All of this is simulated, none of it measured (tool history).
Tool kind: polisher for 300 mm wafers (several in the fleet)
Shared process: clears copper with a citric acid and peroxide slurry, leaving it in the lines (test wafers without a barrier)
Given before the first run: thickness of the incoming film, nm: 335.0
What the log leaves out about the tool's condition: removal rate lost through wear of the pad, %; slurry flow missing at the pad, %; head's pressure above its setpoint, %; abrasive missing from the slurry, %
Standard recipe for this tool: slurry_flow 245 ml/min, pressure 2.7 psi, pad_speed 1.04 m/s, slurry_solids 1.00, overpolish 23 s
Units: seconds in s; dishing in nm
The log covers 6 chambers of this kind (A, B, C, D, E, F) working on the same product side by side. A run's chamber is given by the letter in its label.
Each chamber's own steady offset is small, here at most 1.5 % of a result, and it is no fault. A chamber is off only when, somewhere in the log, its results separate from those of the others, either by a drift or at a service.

run   hour  slurry_flow  pressure  pad_speed  slurry_solids  overpolish  wafers polished on this pad  hours since the slurry nozzle was cleaned  hours since the head pressure was calibrated  hours since the slurry blender was calibrated  seconds  dishing
 1D   11.1          245       2.7       1.04           1.00          23                          362                                      250.9                                         152.7                                          366.9   146.83   34.626
      15.8  -- chamber D: slurry nozzle cleaned
 2A   22.7          245       2.7       1.04           1.00          23                          486                                      455.9                                         747.5                                          111.5   147.64   34.163
 3B   28.4          245       2.7       1.04           1.00          23                          359                                      208.9                                         283.9                                          180.0   139.59   33.476
 4C   33.7          245       2.7       1.04           1.00          23                          701                                      559.2                                          56.7                                          214.8   141.58   33.534
 5F   42.0          245       2.7       1.04           1.00          23                          451                                      536.4                                        1001.1                                          147.6   139.91   33.899
 6E   47.8          245       2.7       1.04           1.00          23                          710                                      168.9                                        1188.8                                          406.7   143.55   33.763
      51.7  -- chamber A: slurry blender recalibrated
      52.1  -- chamber B: slurry blender recalibrated
 7A   58.4          245       2.7       1.04           1.00          23                          784                                      491.6                                         783.2                                            6.7   141.14   35.353
 8D   67.7          245       2.7       0.76           1.00          36                          835                                       52.0                                         209.3                                          423.5   195.07   37.517
 9F   75.0          245       2.7       0.76           1.00          36                          727                                      569.4                                        1034.1                                          180.6   193.60   37.290
      75.5  -- chamber A: worn pad replaced by a new one
      76.3  -- chamber C: slurry blender recalibrated
      81.1  -- chamber D: slurry blender recalibrated
      82.0  -- chamber F: worn pad replaced by a new one
      86.2  -- chamber B: worn pad replaced by a new one
10B   86.5          245       2.7       0.76           1.00          36                            2                                      267.0                                         342.0                                           34.4   186.16   37.633
      90.0  -- chamber C: worn pad replaced by a new one
11E   96.5          245       2.7       0.76           1.00          36                         1117                                      217.6                                        1237.5                                          455.4   191.70   38.568
12C  102.8          245       2.7       0.76           1.00          36                          107                                      628.3                                         125.8                                           26.5   193.94   37.684
     111.8  -- chamber E: slurry blender recalibrated
     114.0  -- chamber F: slurry blender recalibrated
13A  114.4          245       2.7       0.76           1.00          36                          325                                      547.6                                         839.2                                           62.7   203.77   37.465
14F  125.6          245       2.7       1.04           1.00          23                          365                                      620.0                                        1084.7                                           11.6   141.32   34.048
15C  132.0          245       2.7       1.04           1.00          23                          351                                      657.5                                         155.0                                           55.7   138.95   33.373
16D  139.3          245       2.7       1.04           1.00          23                         1434                                      123.6                                         280.9                                           58.3   143.10   34.041
17E  147.4          245       2.7       1.04           1.00          23                         1542                                      268.5                                        1288.4                                           35.6   140.82   34.868
18B  153.4          245       2.7       1.04           1.00          23                          561                                      333.9                                         408.9                                          101.3   139.64   33.742
     154.0  -- chamber D: worn pad replaced by a new one
     156.7  -- chamber E: worn pad replaced by a new one
     159.8  -- chamber B: slurry nozzle cleaned
19B  159.8          245       1.9       1.26           1.00          23                          615                                        0.0                                         415.3                                          107.7   162.01   29.593
     162.4  -- chamber A: slurry blender recalibrated
20F  165.4          245       1.9       1.26           1.00          23                          698                                      659.8                                        1124.5                                           51.4   165.56   29.114
     168.5  -- chamber F: worn pad replaced by a new one
21D  175.7          245       1.9       1.26           1.00          23                          182                                      160.0                                         317.3                                           94.7   167.41   29.950
22C  184.4          245       1.9       1.26           1.00          23                          789                                      709.9                                         207.4                                          108.1   161.19   29.354
     186.1  -- chamber B: worn pad replaced by a new one
     188.5  -- chamber A: worn pad replaced by a new one
23A  192.1          245       1.9       1.26           1.00          23                           30                                      625.3                                         916.9                                           29.7   167.68   29.375
     196.8  -- chamber B: head pressure recalibrated
24E  198.9          245       1.9       1.26           1.00          23                          353                                      320.0                                        1339.9                                           87.1   163.81   30.482
25E  205.9          245       2.7       1.04           1.00          23                          411                                      327.0                                        1346.9                                           94.1   144.26   34.691
26C  211.6          245       2.7       1.04           1.15          23                         1017                                      737.1                                         234.6                                          135.3   140.01   34.699
27B  221.2          245       2.7       1.04           1.15          23                          293                                       61.4                                          24.4                                          169.1   134.46   35.478
28A  232.7          245       2.7       1.04           1.15          23                          370                                      665.9                                         957.5                                           70.3   143.28   34.857
     237.6  -- chamber C: worn pad replaced by a new one
     240.7  -- chamber F: head pressure recalibrated
29F  243.2          245       2.7       1.04           1.15          23                          624                                      737.6                                           2.6                                          129.2   133.42   34.524
     245.3  -- chamber F: worn pad replaced by a new one
30D  253.8          245       2.7       1.04           1.15          23                          835                                      238.1                                         395.4                                          172.8   136.21   35.296
31E  264.8          245       2.7       1.04           1.15          23                          904                                      385.9                                        1405.8                                          153.0   137.51   34.462
     271.3  -- chamber A: slurry blender recalibrated
32F  272.1          245       2.7       1.04           1.00          23                          224                                      766.5                                          31.5                                          158.1   141.14   33.649
33A  279.4          245       2.7       1.04           1.00          23                          760                                      712.6                                        1004.2                                            8.1   140.15   35.103
     280.2  -- chamber B: slurry blender recalibrated
34D  288.7          245       2.7       1.04           1.00          23                         1126                                      273.0                                         430.3                                          207.7   142.73   33.407
35C  297.8          245       2.7       1.04           1.00          23                          504                                      823.3                                         320.8                                          221.5   144.50   33.885
     304.9  -- chamber B: worn pad replaced by a new one
36B  306.0          245       3.5       1.04           1.00          23                            9                                      146.2                                         109.2                                           25.9   107.34   41.147

Has any chamber moved away from the others, gradually or after a service, or does the common gauge drift, or do the chambers differ only by their own small steady offsets? State the chamber and the most likely cause if one applies.

Nothing is wrong: each chamber keeps only its own small, steady offset and the gauge holds still.

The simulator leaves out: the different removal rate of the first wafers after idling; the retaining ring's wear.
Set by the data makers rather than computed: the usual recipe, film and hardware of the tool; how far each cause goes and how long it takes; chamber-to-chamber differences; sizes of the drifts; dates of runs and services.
